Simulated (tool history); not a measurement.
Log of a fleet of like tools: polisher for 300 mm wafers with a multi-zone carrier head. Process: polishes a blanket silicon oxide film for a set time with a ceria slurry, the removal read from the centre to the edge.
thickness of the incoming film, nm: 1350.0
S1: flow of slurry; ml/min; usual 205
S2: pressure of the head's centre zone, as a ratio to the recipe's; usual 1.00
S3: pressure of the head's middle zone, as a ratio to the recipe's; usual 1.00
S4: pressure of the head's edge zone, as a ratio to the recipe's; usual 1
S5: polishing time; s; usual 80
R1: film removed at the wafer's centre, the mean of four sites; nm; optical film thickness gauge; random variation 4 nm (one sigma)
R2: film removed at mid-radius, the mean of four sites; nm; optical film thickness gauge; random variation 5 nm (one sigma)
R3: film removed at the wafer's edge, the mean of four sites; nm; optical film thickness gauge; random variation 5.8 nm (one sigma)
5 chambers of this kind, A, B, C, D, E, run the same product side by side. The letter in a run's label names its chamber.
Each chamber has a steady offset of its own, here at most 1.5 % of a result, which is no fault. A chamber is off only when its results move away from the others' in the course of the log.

{"day": 0.188, "done": "chamber E: worn pad replaced by a new one"}
{"run": "1D", "day": 0.192, "S1": 205, "S2": 1.0, "S3": 1.0, "S4": 1, "S5": 80, "R1": 481.06, "R2": 478.44, "R3": 485.46}
{"run": "2C", "day": 0.538, "S1": 205, "S2": 1.0, "S3": 1.0, "S4": 1, "S5": 80, "R1": 475.4, "R2": 477.03, "R3": 474.59}
{"day": 0.879, "done": "chamber E: centre zone pressure recalibrated"}
{"run": "3E", "day": 0.912, "S1": 205, "S2": 1.0, "S3": 1.0, "S4": 1, "S5": 80, "R1": 470.7, "R2": 475.0, "R3": 477.09}
{"run": "4A", "day": 1.125, "S1": 205, "S2": 1.0, "S3": 1.0, "S4": 1, "S5": 80, "R1": 477.09, "R2": 464.24, "R3": 466.86}
{"day": 1.196, "done": "chamber B: worn pad replaced by a new one"}
{"run": "5B", "day": 1.375, "S1": 205, "S2": 1.0, "S3": 1.0, "S4": 1, "S5": 80, "R1": 474.73, "R2": 480.35, "R3": 477.06}
{"day": 1.421, "done": "chamber A: worn pad replaced by a new one"}
{"run": "6A", "day": 1.633, "S1": 205, "S2": 1.0, "S3": 1.0, "S4": 1, "S5": 80, "R1": 479.17, "R2": 475.23, "R3": 466.64}
{"day": 1.638, "done": "chamber C: slurry nozzle cleaned"}
{"run": "7E", "day": 1.867, "S1": 205, "S2": 1.0, "S3": 1.0, "S4": 1, "S5": 80, "R1": 464.88, "R2": 470.27, "R3": 483.43}
{"run": "8D", "day": 2.192, "S1": 205, "S2": 1.0, "S3": 1.0, "S4": 1, "S5": 80, "R1": 469.8, "R2": 477.87, "R3": 480.36}
{"run": "9C", "day": 2.517, "S1": 205, "S2": 1.0, "S3": 1.0, "S4": 1, "S5": 80, "R1": 467.81, "R2": 479.24, "R3": 463.69}
{"run": "10B", "day": 2.762, "S1": 205, "S2": 1.0, "S3": 1.0, "S4": 1, "S5": 80, "R1": 478.17, "R2": 478.34, "R3": 477.45}
{"run": "11B", "day": 2.938, "S1": 205, "S2": 1.0, "S3": 1.0, "S4": 1, "S5": 80, "R1": 469.43, "R2": 472.43, "R3": 469.87}
{"run": "12E", "day": 3.283, "S1": 205, "S2": 1.0, "S3": 1.0, "S4": 1, "S5": 80, "R1": 467.59, "R2": 475.93, "R3": 473.33}
{"run": "13C", "day": 3.625, "S1": 205, "S2": 1.0, "S3": 1.0, "S4": 1, "S5": 80, "R1": 474.31, "R2": 475.98, "R3": 476.68}
{"day": 3.842, "done": "chamber E: slurry nozzle cleaned"}
{"run": "14A", "day": 3.979, "S1": 205, "S2": 1.0, "S3": 1.0, "S4": 1, "S5": 80, "R1": 472.43, "R2": 479.25, "R3": 469.45}
{"day": 4.15, "done": "chamber E: worn pad replaced by a new one"}
{"run": "15D", "day": 4.221, "S1": 245, "S2": 1.0, "S3": 1.09, "S4": 1, "S5": 80, "R1": 482.55, "R2": 523.18, "R3": 493.52}
{"day": 4.271, "done": "chamber A: centre zone pressure recalibrated"}
{"run": "16C", "day": 4.525, "S1": 245, "S2": 1.0, "S3": 1.09, "S4": 1, "S5": 80, "R1": 490.74, "R2": 515.34, "R3": 472.6}
{"run": "17D", "day": 4.842, "S1": 245, "S2": 1.0, "S3": 1.09, "S4": 1, "S5": 80, "R1": 480.54, "R2": 525.08, "R3": 480.18}
{"run": "18B", "day": 5.05, "S1": 245, "S2": 1.0, "S3": 1.09, "S4": 1, "S5": 80, "R1": 488.13, "R2": 525.08, "R3": 490.69}
{"day": 5.354, "done": "chamber C: worn pad replaced by a new one"}
{"run": "19A", "day": 5.367, "S1": 245, "S2": 1.0, "S3": 1.09, "S4": 1, "S5": 80, "R1": 492.76, "R2": 527.93, "R3": 469.12}
{"run": "20E", "day": 5.596, "S1": 205, "S2": 1.0, "S3": 1.0, "S4": 1, "S5": 80, "R1": 474.03, "R2": 472.47, "R3": 467.62}
{"run": "21E", "day": 5.804, "S1": 170, "S2": 1.0, "S3": 1.0, "S4": 1, "S5": 99, "R1": 573.05, "R2": 566.43, "R3": 580.31}
{"day": 5.979, "done": "chamber D: worn pad replaced by a new one"}
{"run": "22A", "day": 6.121, "S1": 170, "S2": 1.0, "S3": 1.0, "S4": 1, "S5": 99, "R1": 570.29, "R2": 571.11, "R3": 573.95}
{"day": 6.258, "done": "chamber A: worn pad replaced by a new one"}
{"run": "23C", "day": 6.379, "S1": 170, "S2": 1.0, "S3": 1.0, "S4": 1, "S5": 99, "R1": 568.65, "R2": 562.9, "R3": 572.8}
{"day": 6.571, "done": "chamber B: worn pad replaced by a new one"}
{"run": "24D", "day": 6.708, "S1": 170, "S2": 1.0, "S3": 1.0, "S4": 1, "S5": 99, "R1": 572.41, "R2": 567.24, "R3": 575.1}
{"run": "25B", "day": 7.054, "S1": 170, "S2": 1.0, "S3": 1.0, "S4": 1, "S5": 99, "R1": 574.22, "R2": 578.13, "R3": 578.12}
{"run": "26A", "day": 7.421, "S1": 205, "S2": 1.0, "S3": 1.0, "S4": 1, "S5": 80, "R1": 469.96, "R2": 465.27, "R3": 458.09}
{"run": "27E", "day": 7.779, "S1": 205, "S2": 1.04, "S3": 1.0, "S4": 1, "S5": 103, "R1": 647.63, "R2": 606.83, "R3": 614.3}
{"day": 7.888, "done": "chamber E: worn pad replaced by a new one"}
{"run": "28B", "day": 8.029, "S1": 205, "S2": 1.04, "S3": 1.0, "S4": 1, "S5": 103, "R1": 635.5, "R2": 608.92, "R3": 608.23}
{"day": 8.179, "done": "chamber D: slurry nozzle cleaned"}
{"run": "29D", "day": 8.262, "S1": 205, "S2": 1.04, "S3": 1.0, "S4": 1, "S5": 103, "R1": 641.45, "R2": 604.66, "R3": 613.93}
{"run": "30C", "day": 8.596, "S1": 205, "S2": 1.04, "S3": 1.0, "S4": 1, "S5": 103, "R1": 631.51, "R2": 620.29, "R3": 607.47}
{"run": "31C", "day": 8.767, "S1": 205, "S2": 1.04, "S3": 1.0, "S4": 1, "S5": 103, "R1": 630.05, "R2": 617.74, "R3": 596.09}
{"run": "32D", "day": 8.992, "S1": 205, "S2": 1.0, "S3": 1.0, "S4": 1, "S5": 80, "R1": 470.57, "R2": 465.14, "R3": 473.18}
{"run": "33E", "day": 9.317, "S1": 205, "S2": 1.0, "S3": 1.0, "S4": 1, "S5": 90, "R1": 529.32, "R2": 540.89, "R3": 529.18}
{"run": "34A", "day": 9.558, "S1": 205, "S2": 1.0, "S3": 1.0, "S4": 1, "S5": 90, "R1": 505.83, "R2": 510.44, "R3": 502.32}
{"run": "35B", "day": 9.775, "S1": 205, "S2": 1.0, "S3": 1.0, "S4": 1, "S5": 90, "R1": 528.86, "R2": 533.86, "R3": 532.14}
{"run": "36B", "day": 10.038, "S1": 205, "S2": 1.0, "S3": 1.0, "S4": 1, "S5": 90, "R1": 535.29, "R2": 547.81, "R3": 543.82}
{"run": "37C", "day": 10.362, "S1": 205, "S2": 1.0, "S3": 1.0, "S4": 1, "S5": 90, "R1": 530.31, "R2": 535.72, "R3": 530.26}
{"run": "38A", "day": 10.662, "S1": 205, "S2": 1.0, "S3": 1.0, "S4": 1, "S5": 80, "R1": 450.28, "R2": 449.78, "R3": 452.57}
{"run": "39E", "day": 10.946, "S1": 205, "S2": 1.0, "S3": 1.0, "S4": 1, "S5": 80, "R1": 477.42, "R2": 482.1, "R3": 467.94}
{"run": "40D", "day": 11.25, "S1": 205, "S2": 1.0, "S3": 1.0, "S4": 1, "S5": 80, "R1": 469.93, "R2": 469.0, "R3": 476.89}
{"day": 11.279, "done": "chamber B: worn pad replaced by a new one"}
{"run": "41E", "day": 11.558, "S1": 205, "S2": 1.0, "S3": 1.0, "S4": 1, "S5": 80, "R1": 463.52, "R2": 469.1, "R3": 478.6}
{"run": "42C", "day": 11.888, "S1": 205, "S2": 1.0, "S3": 1.0, "S4": 1, "S5": 80, "R1": 476.33, "R2": 482.21, "R3": 476.29}
{"run": "43B", "day": 12.171, "S1": 205, "S2": 1.0, "S3": 1.0, "S4": 1, "S5": 80, "R1": 474.24, "R2": 486.44, "R3": 474.37}

Next, every chamber runs the same settings. What will each give?
{"run": "44A", "day": 12.442, "S1": 205, "S2": 1.0, "S3": 1.0, "S4": 1, "S5": 80, "R1": "?", "R2": "?", "R3": "?"}
{"run": "44B", "day": 12.442, "S1": 205, "S2": 1.0, "S3": 1.0, "S4": 1, "S5": 80, "R1": "?", "R2": "?", "R3": "?"}
{"run": "44C", "day": 12.442, "S1": 205, "S2": 1.0, "S3": 1.0, "S4": 1, "S5": 80, "R1": "?", "R2": "?", "R3": "?"}
{"run": "44D", "day": 12.442, "S1": 205, "S2": 1.0, "S3": 1.0, "S4": 1, "S5": 80, "R1": "?", "R2": "?", "R3": "?"}
{"run": "44E", "day": 12.442, "S1": 205, "S2": 1.0, "S3": 1.0, "S4": 1, "S5": 80, "R1": "?", "R2": "?", "R3": "?"}

run=44A R1=432.94 R2=432.57 R3=444.94
run=44B R1=472.72 R2=470.71 R3=470.86
run=44C R1=473.31 R2=479.50 R3=465.07
run=44D R1=470.52 R2=477.84 R3=476.06
run=44E R1=473.15 R2=469.50 R3=478.96
